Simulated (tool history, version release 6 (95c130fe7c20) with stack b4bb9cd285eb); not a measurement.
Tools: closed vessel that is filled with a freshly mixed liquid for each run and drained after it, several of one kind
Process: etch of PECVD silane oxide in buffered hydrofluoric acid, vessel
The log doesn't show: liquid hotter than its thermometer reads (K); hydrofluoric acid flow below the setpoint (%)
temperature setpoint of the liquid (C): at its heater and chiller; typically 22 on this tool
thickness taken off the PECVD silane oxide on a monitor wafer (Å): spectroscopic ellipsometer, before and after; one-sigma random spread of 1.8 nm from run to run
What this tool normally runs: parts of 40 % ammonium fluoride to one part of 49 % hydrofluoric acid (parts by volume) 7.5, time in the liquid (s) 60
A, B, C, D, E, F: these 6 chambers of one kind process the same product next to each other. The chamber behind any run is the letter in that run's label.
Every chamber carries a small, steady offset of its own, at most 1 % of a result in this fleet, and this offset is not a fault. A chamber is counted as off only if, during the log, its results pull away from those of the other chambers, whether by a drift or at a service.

run,hour,temperature setpoint of the liquid (C),parts of 40 % ammonium fluoride to one part of 49 % hydrofluoric acid (parts by volume),time in the liquid (s),hours since the thermometer was replaced,hours since the hydrofluoric acid flow meter was replaced,"read-back film thickness of the PECVD silane oxide reference wafer, read on the same gauge (nm)",thickness taken off the PECVD silane oxide on a monitor wafer (Å)
1D,3.5,22,7.5,60,1115.7,288.5,110.01,1859.2
2E,8,22,7.5,60,587.4,804.6,109.95,1838.5
3F,11.7,22,7.5,60,963.1,1855.9,109.99,1817.5
4A,16.4,22,7.5,60,683.4,399.8,110.03,1808.8
5C,19,22,7.5,60,1013.6,1014.1,109.99,1843.1
6B,21.9,22,8.5,60,1763.5,204.5,110.02,1608
7E,25.6,22,8.5,60,605,822.2,110.03,1608.8
8D,30.5,22,8.5,60,1142.7,315.5,110.01,1617.2
9C,34.1,22,8.5,60,1028.7,1029.2,109.94,1630.8
10B,38.6,22,8.5,60,1780.2,221.2,109.96,1585.6
11F,43.2,22,8.5,60,994.6,1887.4,110,1594.7
12A,48,22,7.5,60,715,431.4,109.98,1833.2
# hour 50.1: chamber A: thermometer replaced
13D,50.8,22,7.5,60,1163,335.8,109.96,1806
14F,53.4,22,7.5,60,1004.8,1897.6,110.03,1830.4
15C,57.9,22,7.5,60,1052.5,1053,109.98,1816.1
16E,61.3,22,7.5,60,640.7,857.9,110.02,1827.6
17A,65.2,22,7.5,60,15.2,448.6,109.96,1832.1
18B,68,22,7.5,60,1809.6,250.6,109.97,1850.3
19E,72.3,22,7.5,60,651.7,868.9,110.07,1839.9
20C,76.5,22,7.5,60,1071.1,1071.6,109.98,1809.3
21B,79.5,22,7.5,60,1821.1,262.1,109.99,1906.5
22A,82.1,22,7.5,60,32.1,465.5,109.99,1837.2
23F,85.7,22,7.5,60,1037.1,1929.9,109.96,1828.1
24D,89.2,22,7.5,60,1201.4,374.2,109.97,1830.6
25E,91.9,22,7.5,60,671.3,888.5,110.02,1865.7
26F,95.3,22,7.5,60,1046.7,1939.5,110,1820.7
27C,99.4,20,7.5,45,1094,1094.5,109.98,1174.8
28D,103.3,20,7.5,45,1215.5,388.3,110.04,1259.6
29A,108.6,20,7.5,45,58.6,492,110.02,1235.3
30B,112.2,20,7.5,45,1853.8,294.8,110.03,1243.7
31B,115.5,20,7.5,45,1857.1,298.1,110.01,1248.7
32A,120.6,20,7.5,45,70.6,504,110,1226.3
33E,125.2,22,7.5,60,704.6,921.8,109.94,1828.1
34C,127.8,24.5,6,60,1122.4,1122.9,110,2439.1
35F,130.4,24.5,6,60,1081.8,1974.6,110,2566.5
36D,133.3,24.5,6,60,1245.5,418.3,110.02,2607
37B,138.2,24.5,6,60,1879.8,320.8,109.98,2661.5
38C,141.7,24.5,6,60,1136.3,1136.8,110.02,2365.2
39F,144.5,24.5,6,60,1095.9,1988.7,110,2579.5

What goes on in this fleet: one chamber off, a drifting gauge, or nothing beyond the chambers' own small offsets? Name the chamber and the cause, if any.

Chamber C drifts away from the others.
Most likely cause: hydrofluoric acid flow below the setpoint (%) = 10.7.
With only this log, it may be confused with: liquid colder than its thermometer reads (K).

Chamber C could run next with any of the 4 candidate recipes listed below; each alters the usual settings, and their results appear as question marks. Which one brings its results back in line with what the other chambers deliver on the usual settings?
Counts as in line when no further than this from what the other chambers average on the usual settings: thickness taken off the PECVD silane oxide on a monitor wafer (Å) 64
40C-1,148.5,23,7.5,60,,,,?
40C-2,148.5,22,8.5,60,,,,?
40C-3,148.5,22.5,7.5,65,,,,?
40C-4,148.5,21,7.5,60,,,,?

The other chambers' mean on the usual settings: thickness taken off the PECVD silane oxide on a monitor wafer (Å) 1842.2
run,thickness taken off the PECVD silane oxide on a monitor wafer (Å)
40C-1,1726.6
40C-2,1461.5
40C-3,1819.8
40C-4,1546.2
With 40C-3, the chamber falls back in line with the rest.
